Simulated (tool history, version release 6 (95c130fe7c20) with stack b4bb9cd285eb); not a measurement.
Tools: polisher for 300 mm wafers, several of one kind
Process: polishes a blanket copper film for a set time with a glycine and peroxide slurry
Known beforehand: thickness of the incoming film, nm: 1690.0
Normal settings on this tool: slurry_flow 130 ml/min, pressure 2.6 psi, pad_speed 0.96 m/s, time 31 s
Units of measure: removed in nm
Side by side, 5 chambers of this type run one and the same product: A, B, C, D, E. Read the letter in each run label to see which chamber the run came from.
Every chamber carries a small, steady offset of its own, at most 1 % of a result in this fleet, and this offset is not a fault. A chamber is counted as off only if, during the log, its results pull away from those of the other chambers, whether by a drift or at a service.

run 1B hour=7.3 | slurry_flow=130 pressure=2.6 pad_speed=0.96 time=31 | removed=182.2
run 2A hour=14.1 | slurry_flow=130 pressure=2.6 pad_speed=0.96 time=31 | removed=186.34
-- hour=18.8 chamber A: worn pad replaced by a new one
run 3C hour=19 | slurry_flow=130 pressure=2.6 pad_speed=0.96 time=31 | removed=182.43
run 4E hour=25.8 | slurry_flow=130 pressure=2.6 pad_speed=0.96 time=31 | removed=183.86
run 5D hour=31 | slurry_flow=130 pressure=2.6 pad_speed=0.96 time=31 | removed=182.26
run 6A hour=36 | slurry_flow=130 pressure=2.6 pad_speed=0.96 time=31 | removed=183.76
run 7B hour=41.7 | slurry_flow=130 pressure=2.6 pad_speed=0.96 time=31 | removed=185.36
-- hour=45.4 chamber C: slurry nozzle cleaned
run 8E hour=49.9 | slurry_flow=130 pressure=2.6 pad_speed=0.96 time=31 | removed=184.7
run 9C hour=55.7 | slurry_flow=130 pressure=2.6 pad_speed=0.96 time=31 | removed=183.66
run 10D hour=63.7 | slurry_flow=130 pressure=2.6 pad_speed=0.96 time=31 | removed=179.41
run 11C hour=68.9 | slurry_flow=130 pressure=2.6 pad_speed=0.96 time=31 | removed=184.66
run 12B hour=73 | slurry_flow=130 pressure=2.6 pad_speed=0.96 time=31 | removed=183.41
run 13A hour=78.8 | slurry_flow=130 pressure=2.6 pad_speed=0.96 time=31 | removed=187.91
-- hour=81.3 chamber C: worn pad replaced by a new one
run 14E hour=85.2 | slurry_flow=130 pressure=2.6 pad_speed=0.96 time=31 | removed=182.25
run 15D hour=91.8 | slurry_flow=100 pressure=2.6 pad_speed=0.96 time=22 | removed=119.21
-- hour=94.6 chamber E: worn pad replaced by a new one
run 16A hour=96.2 | slurry_flow=100 pressure=2.6 pad_speed=0.96 time=22 | removed=124.52
-- hour=97.3 chamber B: worn pad replaced by a new one
run 17C hour=99.9 | slurry_flow=100 pressure=2.6 pad_speed=0.96 time=22 | removed=122.37
-- hour=105.2 chamber A: slurry nozzle cleaned
run 18E hour=107.8 | slurry_flow=100 pressure=2.6 pad_speed=0.96 time=22 | removed=122.64
-- hour=110.7 chamber D: slurry nozzle cleaned
run 19D hour=112.7 | slurry_flow=100 pressure=2.6 pad_speed=0.96 time=22 | removed=118.01
run 20B hour=119 | slurry_flow=130 pressure=2.6 pad_speed=0.96 time=31 | removed=184.04
-- hour=124.9 chamber D: worn pad replaced by a new one
run 21D hour=125.8 | slurry_flow=130 pressure=2.6 pad_speed=0.96 time=31 | removed=176.05
-- hour=131.4 chamber A: worn pad replaced by a new one
run 22A hour=131.8 | slurry_flow=170 pressure=2.6 pad_speed=0.76 time=31 | removed=160.49
-- hour=133.2 chamber A: head pressure recalibrated
run 23C hour=138.6 | slurry_flow=170 pressure=2.6 pad_speed=0.76 time=31 | removed=158.48
run 24B hour=145.4 | slurry_flow=170 pressure=2.6 pad_speed=0.76 time=31 | removed=158.92
run 25E hour=149.4 | slurry_flow=170 pressure=2.6 pad_speed=0.76 time=31 | removed=160.49
-- hour=153.6 chamber C: worn pad replaced by a new one
run 26C hour=154.1 | slurry_flow=170 pressure=2.6 pad_speed=0.76 time=31 | removed=160.36
run 27B hour=159.3 | slurry_flow=130 pressure=2.6 pad_speed=0.96 time=31 | removed=181.45
run 28E hour=166.3 | slurry_flow=130 pressure=2.6 pad_speed=0.96 time=31 | removed=182
run 29D hour=171.2 | slurry_flow=130 pressure=2.6 pad_speed=0.96 time=31 | removed=173.27
run 30A hour=178.9 | slurry_flow=130 pressure=2.6 pad_speed=0.96 time=27 | removed=159.79
run 31D hour=186.5 | slurry_flow=130 pressure=2.6 pad_speed=0.96 time=27 | removed=149.09
-- hour=189 chamber B: slurry nozzle cleaned
run 32E hour=191.9 | slurry_flow=130 pressure=2.6 pad_speed=0.96 time=27 | removed=158.57
run 33B hour=199.4 | slurry_flow=130 pressure=2.6 pad_speed=0.96 time=27 | removed=158.51
run 34A hour=203.9 | slurry_flow=130 pressure=2.6 pad_speed=0.96 time=27 | removed=160.56
run 35C hour=211 | slurry_flow=130 pressure=2.6 pad_speed=0.96 time=31 | removed=183.75
run 36C hour=217.9 | slurry_flow=130 pressure=2.6 pad_speed=0.96 time=31 | removed=181.48

All chambers now run identical settings, listed one chamber a line with results as question marks. What results will each chamber show?
run 37A hour=223.9 | slurry_flow=130 pressure=2.6 pad_speed=0.96 time=31 | removed=?
run 37B hour=223.9 | slurry_flow=130 pressure=2.6 pad_speed=0.96 time=31 | removed=?
run 37C hour=223.9 | slurry_flow=130 pressure=2.6 pad_speed=0.96 time=31 | removed=?
run 37D hour=223.9 | slurry_flow=130 pressure=2.6 pad_speed=0.96 time=31 | removed=?
run 37E hour=223.9 | slurry_flow=130 pressure=2.6 pad_speed=0.96 time=31 | removed=?

run=37A removed=185.7
run=37B removed=179.71
run=37C removed=183.31
run=37D removed=169.84
run=37E removed=183.12

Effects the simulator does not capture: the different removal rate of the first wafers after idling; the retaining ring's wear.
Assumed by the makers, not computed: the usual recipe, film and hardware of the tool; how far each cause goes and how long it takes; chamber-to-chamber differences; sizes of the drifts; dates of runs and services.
